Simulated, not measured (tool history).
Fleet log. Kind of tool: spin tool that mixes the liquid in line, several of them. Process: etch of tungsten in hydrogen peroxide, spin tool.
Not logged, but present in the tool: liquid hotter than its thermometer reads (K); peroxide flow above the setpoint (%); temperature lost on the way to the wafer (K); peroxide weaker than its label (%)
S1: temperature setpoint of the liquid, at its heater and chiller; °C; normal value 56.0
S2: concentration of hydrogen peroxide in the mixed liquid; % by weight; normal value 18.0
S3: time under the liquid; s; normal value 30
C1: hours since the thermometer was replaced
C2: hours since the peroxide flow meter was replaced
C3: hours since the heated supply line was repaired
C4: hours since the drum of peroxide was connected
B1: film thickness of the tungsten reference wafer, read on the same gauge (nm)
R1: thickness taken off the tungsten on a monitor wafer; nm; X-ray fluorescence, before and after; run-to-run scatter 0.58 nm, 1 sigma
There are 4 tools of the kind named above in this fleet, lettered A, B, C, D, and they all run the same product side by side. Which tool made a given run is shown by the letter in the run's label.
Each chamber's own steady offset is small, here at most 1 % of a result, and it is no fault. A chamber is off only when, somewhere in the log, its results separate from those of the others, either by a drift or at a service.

run	hour	S1	S2	S3	C1	C2	C3	C4	B1	R1
1B	10.5	56.0	18.0	30	432.5	1036.4	435.2	977.6	149.98	59.382
2A	19.9	56.0	18.0	30	649.0	616.1	362.4	452.7	150.00	57.692
3D	31.1	56.0	18.0	30	113.4	251.4	965.1	554.2	149.96	59.519
4C	45.1	56.0	18.0	30	1308.4	1438.4	1913.0	1169.7	149.97	58.649
5A	57.9	56.0	18.0	30	687.0	654.1	400.4	490.7	150.00	58.914
6C	72.5	56.0	18.0	30	1335.8	1465.8	1940.4	1197.1	150.00	58.322
7B	83.1	56.0	18.0	30	505.1	1109.0	507.8	1050.2	149.99	58.974
8D	94.5	56.0	18.0	30	176.8	314.8	1028.5	617.6	149.99	58.988
9A	107.7	56.0	18.0	30	736.8	703.9	450.2	540.5	149.97	58.801
10B	120.5	56.0	18.0	30	542.5	1146.4	545.2	1087.6	150.01	59.623
# hour 120.6: chamber B: new drum of peroxide connected
11D	133.1	56.0	18.0	30	215.4	353.4	1067.1	656.2	149.99	59.797
# hour 135.7: chamber A: new drum of peroxide connected
12C	143.4	61.0	18.0	30	1406.7	1536.7	2011.3	1268.0	149.98	79.789
13B	154.3	61.0	18.0	30	576.3	1180.2	579.0	33.7	150.02	78.306
14C	163.8	61.0	18.0	30	1427.1	1557.1	2031.7	1288.4	150.02	80.087
15D	177.3	61.0	18.0	30	259.6	397.6	1111.3	700.4	149.96	77.606
16A	187.5	56.0	18.0	30	816.6	783.7	530.0	51.9	150.03	58.959
# hour 190.1: chamber C: heated supply line repaired
17B	199.9	56.0	18.0	30	621.9	1225.8	624.6	79.3	149.99	58.997
18D	207.7	56.0	18.0	30	290.0	428.0	1141.7	730.8	149.99	58.892
# hour 216.5: chamber D: peroxide flow meter replaced
19A	220.1	56.0	18.0	30	849.2	816.3	562.6	84.5	150.01	58.771
# hour 226.8: chamber C: peroxide flow meter replaced
20C	233.6	56.0	18.0	30	1496.9	6.8	43.5	1358.2	150.03	60.296
21A	242.1	65.0	18.0	30	871.2	838.3	584.6	106.5	149.98	96.889
22C	253.7	65.0	18.0	30	1517.0	26.9	63.6	1378.3	149.99	102.710
23B	265.2	65.0	18.0	30	687.2	1291.1	689.9	144.6	150.04	100.540
24D	279.1	65.0	18.0	30	361.4	62.6	1213.1	802.2	150.07	99.780
25A	288.7	56.0	18.0	30	917.8	884.9	631.2	153.1	150.03	58.046
# hour 292.4: chamber C: new drum of peroxide connected
26C	300.9	56.0	18.0	30	1564.2	74.1	110.8	8.5	149.95	60.889
27D	311.9	56.0	18.0	30	394.2	95.4	1245.9	835.0	149.98	59.454
28B	322.4	56.0	18.0	30	744.4	1348.3	747.1	201.8	150.00	58.548
# hour 322.7: chamber B: heated supply line repaired
29D	329.9	56.0	18.0	30	412.2	113.4	1263.9	853.0	150.00	59.096
30C	341.7	56.0	18.0	30	1605.0	114.9	151.6	49.3	150.01	61.397
31B	354.5	52.5	18.0	30	776.5	1380.4	31.8	233.9	149.95	48.166
32A	361.4	52.5	18.0	30	990.5	957.6	703.9	225.8	150.02	48.161
33A	375.2	52.5	18.0	30	1004.3	971.4	717.7	239.6	150.01	47.503
34B	384.0	52.5	18.0	30	806.0	1409.9	61.3	263.4	150.02	48.323
35C	396.2	56.0	18.0	30	1659.5	169.4	206.1	103.8	149.99	61.329
36D	409.0	56.0	18.0	30	491.3	192.5	1343.0	932.1	149.99	59.377
37C	418.5	56.0	18.0	30	1681.8	191.7	228.4	126.1	150.00	62.105
38D	426.3	49.5	18.0	20	508.6	209.8	1360.3	949.4	149.99	26.776
# hour 434.9: chamber D: new drum of peroxide connected
39A	438.1	49.5	18.0	20	1067.2	1034.3	780.6	302.5	150.02	26.230
40B	451.2	49.5	18.0	20	873.2	1477.1	128.5	330.6	150.02	26.548
41C	462.8	49.5	18.0	20	1726.1	236.0	272.7	170.4	150.00	28.048
42D	473.5	56.0	18.0	30	555.8	257.0	1407.5	38.6	150.01	59.314
43B	484.9	63.0	18.0	15	906.9	1510.8	162.2	364.3	150.04	44.566

Read the log: is a single chamber off, either drifting away or since a service, is the gauge that measures every chamber drifting, or is nothing wrong beyond small per-chamber offsets? Name any odd chamber and what most likely caused it.

Little by little, chamber C moves away from the other chambers.
Most likely cause: liquid hotter than its thermometer reads (K) = 0.902.

Which of the 4 candidates below, each the usual settings with something changed and its results left as question marks, puts chamber C back in line with what the other chambers give on the usual settings?
Allowed miss from the other chambers' usual-settings mean, per result, to count as in line: R1 2.100 nm
44C-1	495.5	56.0	22.5	30						?
44C-2	495.5	54.0	18.0	30						?
44C-3	495.5	57.0	18.0	30						?
44C-4	495.5	55.0	18.0	30						?

Usual-settings mean across the other chambers: R1 59.028 nm
run	R1
44C-1	69.744
44C-2	55.368
44C-3	66.160
44C-4	58.775
With 44C-4, the chamber falls back in line with the rest.

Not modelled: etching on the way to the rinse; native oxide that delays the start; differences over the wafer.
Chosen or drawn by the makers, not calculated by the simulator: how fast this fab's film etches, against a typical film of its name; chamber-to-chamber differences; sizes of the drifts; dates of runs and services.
